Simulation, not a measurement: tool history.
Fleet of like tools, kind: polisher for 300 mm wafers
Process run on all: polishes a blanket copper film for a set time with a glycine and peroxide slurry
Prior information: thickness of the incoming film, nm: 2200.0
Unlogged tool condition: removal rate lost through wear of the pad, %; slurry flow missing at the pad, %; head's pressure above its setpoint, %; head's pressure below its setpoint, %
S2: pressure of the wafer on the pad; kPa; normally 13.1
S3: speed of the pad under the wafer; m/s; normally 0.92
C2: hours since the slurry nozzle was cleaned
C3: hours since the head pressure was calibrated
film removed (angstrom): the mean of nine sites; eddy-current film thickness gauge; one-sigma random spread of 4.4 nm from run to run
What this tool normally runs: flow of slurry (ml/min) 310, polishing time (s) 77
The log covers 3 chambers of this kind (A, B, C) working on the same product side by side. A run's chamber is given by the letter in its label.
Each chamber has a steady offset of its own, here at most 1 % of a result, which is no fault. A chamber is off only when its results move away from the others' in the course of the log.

Run 1B, hour 7.7: usual settings; wafers polished on this pad 768; C2 686.6; C3 392.0. Result: film removed (angstrom) 3314.7.
At hour 11.9: chamber C: worn pad replaced by a new one.
Run 2A, hour 14.0: usual settings; wafers polished on this pad 396; C2 182.9; C3 262.7. Result: film removed (angstrom) 3351.5.
Run 3C, hour 20.2: usual settings; wafers polished on this pad 106; C2 449.7; C3 1008.4. Result: film removed (angstrom) 3239.1.
Run 4A, hour 27.6: usual settings; wafers polished on this pad 570; C2 196.5; C3 276.3. Result: film removed (angstrom) 3285.8.
Run 5C, hour 33.5: usual settings; wafers polished on this pad 276; C2 463.0; C3 1021.7. Result: film removed (angstrom) 3275.8.
Run 6B, hour 43.8: usual settings; wafers polished on this pad 1229; C2 722.7; C3 428.1. Result: film removed (angstrom) 3276.7.
Run 7A, hour 51.9: usual settings; wafers polished on this pad 880; C2 220.8; C3 300.6. Result: film removed (angstrom) 3296.7.
Run 8C, hour 58.7: usual settings; wafers polished on this pad 598; C2 488.2; C3 1046.9. Result: film removed (angstrom) 3270.9.
At hour 65.8: chamber B: worn pad replaced by a new one.
Run 9B, hour 66.8: usual settings; wafers polished on this pad 13; C2 745.7; C3 451.1. Result: film removed (angstrom) 3280.3.
Run 10A, hour 75.9: usual settings; wafers polished on this pad 1187; C2 244.8; C3 324.6. Result: film removed (angstrom) 3240.4.
At hour 78.2: chamber B: head pressure recalibrated.
Run 11C, hour 81.0: usual settings; wafers polished on this pad 883; C2 510.5; C3 1069.2. Result: film removed (angstrom) 3347.9.
At hour 84.3: chamber A: slurry nozzle cleaned.
Run 12B, hour 86.0: usual settings; wafers polished on this pad 258; C2 764.9; C3 7.8. Result: film removed (angstrom) 3222.8.
Run 13A, hour 95.6: usual settings; wafers polished on this pad 1439; C2 11.4; C3 344.3. Result: film removed (angstrom) 3267.4.
At hour 98.2: chamber C: worn pad replaced by a new one.
Run 14B, hour 101.6: usual settings; wafers polished on this pad 457; C2 780.5; C3 23.4. Result: film removed (angstrom) 3270.4.
At hour 102.9: chamber C: slurry nozzle cleaned.
Run 15C, hour 106.4: usual settings but S2 14.5 kPa, polishing time (s) 65; wafers polished on this pad 104; C2 3.6; C3 1094.6. Result: film removed (angstrom) 3035.8.
Run 16C, hour 114.8: usual settings but S2 14.5 kPa, polishing time (s) 65; wafers polished on this pad 212; C2 12.0; C3 1103.0. Result: film removed (angstrom) 2999.3.
Run 17B, hour 125.3: usual settings but S2 14.5 kPa, polishing time (s) 65; wafers polished on this pad 761; C2 804.2; C3 47.1. Result: film removed (angstrom) 3004.8.
At hour 125.9: chamber C: head pressure recalibrated.
Run 18A, hour 132.7: usual settings; wafers polished on this pad 1913; C2 48.5; C3 381.4. Result: film removed (angstrom) 3246.5.
Run 19A, hour 141.3: usual settings; wafers polished on this pad 2023; C2 57.1; C3 390.0. Result: film removed (angstrom) 3187.7.
Run 20B, hour 150.3: usual settings; wafers polished on this pad 1080; C2 829.2; C3 72.1. Result: film removed (angstrom) 3228.5.
Run 21C, hour 160.6: usual settings; wafers polished on this pad 797; C2 57.8; C3 34.8. Result: film removed (angstrom) 3321.7.
At hour 164.5: chamber B: worn pad replaced by a new one.
Run 22C, hour 167.4: usual settings but flow of slurry (ml/min) 215, S2 14.5 kPa; wafers polished on this pad 884; C2 64.6; C3 41.6. Result: film removed (angstrom) 3451.9.
Run 23B, hour 172.2: usual settings but flow of slurry (ml/min) 215, S2 14.5 kPa; wafers polished on this pad 98; C2 851.1; C3 94.0. Result: film removed (angstrom) 3465.7.
Run 24A, hour 178.6: usual settings but flow of slurry (ml/min) 215, S2 14.5 kPa; wafers polished on this pad 2500; C2 94.4; C3 427.3. Result: film removed (angstrom) 3324.0.
At hour 179.5: chamber C: worn pad replaced by a new one.
Run 25C, hour 188.6: usual settings but S2 10.3 kPa; wafers polished on this pad 116; C2 85.8; C3 62.8. Result: film removed (angstrom) 2787.1.
Run 26B, hour 194.0: usual settings but S2 10.3 kPa; wafers polished on this pad 377; C2 872.9; C3 115.8. Result: film removed (angstrom) 2722.3.
Run 27A, hour 204.7: usual settings but S2 10.3 kPa; wafers polished on this pad 2834; C2 120.5; C3 453.4. Result: film removed (angstrom) 2675.7.
Run 28C, hour 211.8: usual settings; wafers polished on this pad 413; C2 109.0; C3 86.0. Result: film removed (angstrom) 3235.9.
Run 29B, hour 220.1: usual settings; wafers polished on this pad 710; C2 899.0; C3 141.9. Result: film removed (angstrom) 3342.3.
Run 30A, hour 228.0: usual settings but flow of slurry (ml/min) 415, S3 1.02 m/s; wafers polished on this pad 3132; C2 143.8; C3 476.7. Result: film removed (angstrom) 3469.3.
Run 31C, hour 237.9: usual settings but flow of slurry (ml/min) 415, S3 1.02 m/s; wafers polished on this pad 746; C2 135.1; C3 112.1. Result: film removed (angstrom) 3535.2.
Run 32B, hour 248.2: usual settings but flow of slurry (ml/min) 415, S3 1.02 m/s; wafers polished on this pad 1070; C2 927.1; C3 170.0. Result: film removed (angstrom) 3593.3.
At hour 250.6: chamber C: worn pad replaced by a new one.
Run 33A, hour 257.5: usual settings; wafers polished on this pad 3509; C2 173.3; C3 506.2. Result: film removed (angstrom) 3084.0.
Run 34A, hour 265.7: usual settings but S2 17.9 kPa; wafers polished on this pad 3614; C2 181.5; C3 514.4. Result: film removed (angstrom) 4005.7.
Run 35C, hour 273.3: usual settings but S2 17.9 kPa; wafers polished on this pad 291; C2 170.5; C3 147.5. Result: film removed (angstrom) 4196.3.
At hour 279.0: chamber B: worn pad replaced by a new one.
Run 36B, hour 283.3: usual settings but S2 17.9 kPa; wafers polished on this pad 56; C2 962.2; C3 205.1. Result: film removed (angstrom) 4200.5.
Run 37C, hour 293.6: usual settings; wafers polished on this pad 550; C2 190.8; C3 167.8. Result: film removed (angstrom) 3296.0.
Run 38A, hour 299.4: usual settings; wafers polished on this pad 4045; C2 215.2; C3 548.1. Result: film removed (angstrom) 2966.4.

Next, every chamber runs the same settings. What will each give?
Run 39A, hour 307.2: usual settings but S2 11.7 kPa. Result: film removed (angstrom) ?.
Run 39B, hour 307.2: usual settings but S2 11.7 kPa. Result: film removed (angstrom) ?.
Run 39C, hour 307.2: usual settings but S2 11.7 kPa. Result: film removed (angstrom) ?.

run  film removed (angstrom)
39A                   2810.5
39B                   3090.2
39C                   2974.8

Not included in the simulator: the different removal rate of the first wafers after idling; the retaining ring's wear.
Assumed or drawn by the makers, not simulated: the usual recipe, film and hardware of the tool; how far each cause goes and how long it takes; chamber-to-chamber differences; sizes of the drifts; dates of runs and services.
